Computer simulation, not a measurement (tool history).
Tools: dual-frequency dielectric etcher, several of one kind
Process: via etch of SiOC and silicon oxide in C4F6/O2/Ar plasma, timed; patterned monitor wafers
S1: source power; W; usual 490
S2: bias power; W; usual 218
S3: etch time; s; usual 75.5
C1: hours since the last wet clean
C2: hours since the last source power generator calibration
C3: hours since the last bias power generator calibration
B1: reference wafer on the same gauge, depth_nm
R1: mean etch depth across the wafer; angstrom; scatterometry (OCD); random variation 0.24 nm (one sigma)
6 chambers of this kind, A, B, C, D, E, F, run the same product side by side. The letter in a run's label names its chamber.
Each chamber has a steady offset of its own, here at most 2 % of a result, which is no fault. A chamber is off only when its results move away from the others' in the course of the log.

run    day   S1   S2    S3     C1      C2      C3      B1      R1
 1E  0.217  490  218  75.5  451.3  1215.2  1311.3  87.578  986.39
 2A  0.367  490  218  75.5  229.7   319.7  3245.9  87.618   979.7
     0.538  -- chamber E: wet clean of the chamber
 3C  0.538  490  218  75.5  322.4    1046   777.5  87.614  987.21
 4B  0.654  490  218  75.5  360.8  2711.7    3345  87.587  969.25
 5D  0.754  490  218  75.5  193.4  2208.6  2305.8  87.609  983.56
 6F  0.954  490  218  75.5   72.4  2545.1  2727.2  87.614  979.14
 7A  1.133  490  218  75.5  248.1   338.1  3264.3  87.579  981.08
 8E  1.333  490  218  75.5   19.1    1242  1338.1  87.641  985.21
     1.479  -- chamber B: wet clean of the chamber
 9B  1.488  490  218  75.5    0.3  2731.7    3365  87.623  966.85
10C  1.679  490  218  75.5  349.8  1073.4   804.9  87.584  992.33
11D  1.854  490  218  75.5  219.8    2235  2332.2  87.606  979.59
12F  1.979  490  218  75.5     97  2569.7  2751.8  87.649  980.75
13C  2.112  490  198    55  360.2  1083.8   815.3  87.612  694.84
14E  2.229  490  198    55   40.6  1263.5  1359.6  87.577  695.34
15B  2.367  490  198    55   21.4  2752.8  3386.1  87.639  683.89
16A  2.467  490  198    55  280.1   370.1  3296.3  87.569  690.54
17D  2.629  490  198    55  238.4  2253.6  2350.8  87.634  691.55
18F  2.788  490  198    55  116.4  2589.1  2771.2  87.608  690.34
19B  2.996  490  218  75.5   36.5  2767.9  3401.2  87.599  964.53
20D  3.138  490  218  75.5  250.6  2265.8    2363  87.605  980.53
21C  3.283  490  254  75.5  388.3  1111.9   843.4  87.563    1040
22A  3.471  490  254  75.5  304.2   394.2  3320.4  87.561  1030.7
23F  3.604  490  254  75.5    136  2608.7  2790.8  87.608  1022.3
24E  3.733  490  254  75.5   76.7  1299.6  1395.7  87.603  1033.6
25B  3.904  490  254  75.5   58.3  2789.7    3423  87.523  1018.7
26A  4.104  490  254  75.5  319.4   409.4  3335.6  87.554    1027
27C  4.304  490  218  75.5  412.8  1136.4   867.9  87.592  994.03
28D  4.529  490  218  75.5    284  2299.2  2396.4  87.543  981.13
29E  4.721  490  218  75.5  100.4  1323.3  1419.4  87.625  986.23
30F  4.879  490  218  75.5  166.6  2639.3  2821.4  87.589  976.87
31E  5.067  490  218  75.5  108.7  1331.6  1427.7  87.559  988.92
32A   5.25  490  218  75.5  346.9   436.9  3363.1  87.604  982.09
33F  5.379  490  218  75.5  178.6  2651.3  2833.4  87.594  973.32
34B  5.579  490  218  75.5   98.5  2829.9  3463.2  87.612  964.42
35C  5.742  490  263  75.5  447.3  1170.9   902.4  87.672  1051.4
36D  5.871  490  263  75.5  316.2  2331.4  2428.6  87.586  1044.7
37D  6.017  490  263  75.5  319.7  2334.9  2432.1  87.607  1045.1
38A  6.179  490  263  75.5  369.2   459.2  3385.4  87.635  1042.6
39E  6.321  490  263  75.5  138.8  1361.7  1457.8  87.546  1050.4

Next, every chamber runs the same settings. What will each give?
40A  6.483  490  218  55                   ?
40B  6.483  490  218  55                   ?
40C  6.483  490  218  55                   ?
40D  6.483  490  218  55                   ?
40E  6.483  490  218  55                   ?
40F  6.483  490  218  55                   ?

run      R1
40A  713.03
40B  704.64
40C   722.8
40D  714.06
40E  721.09
40F  714.34
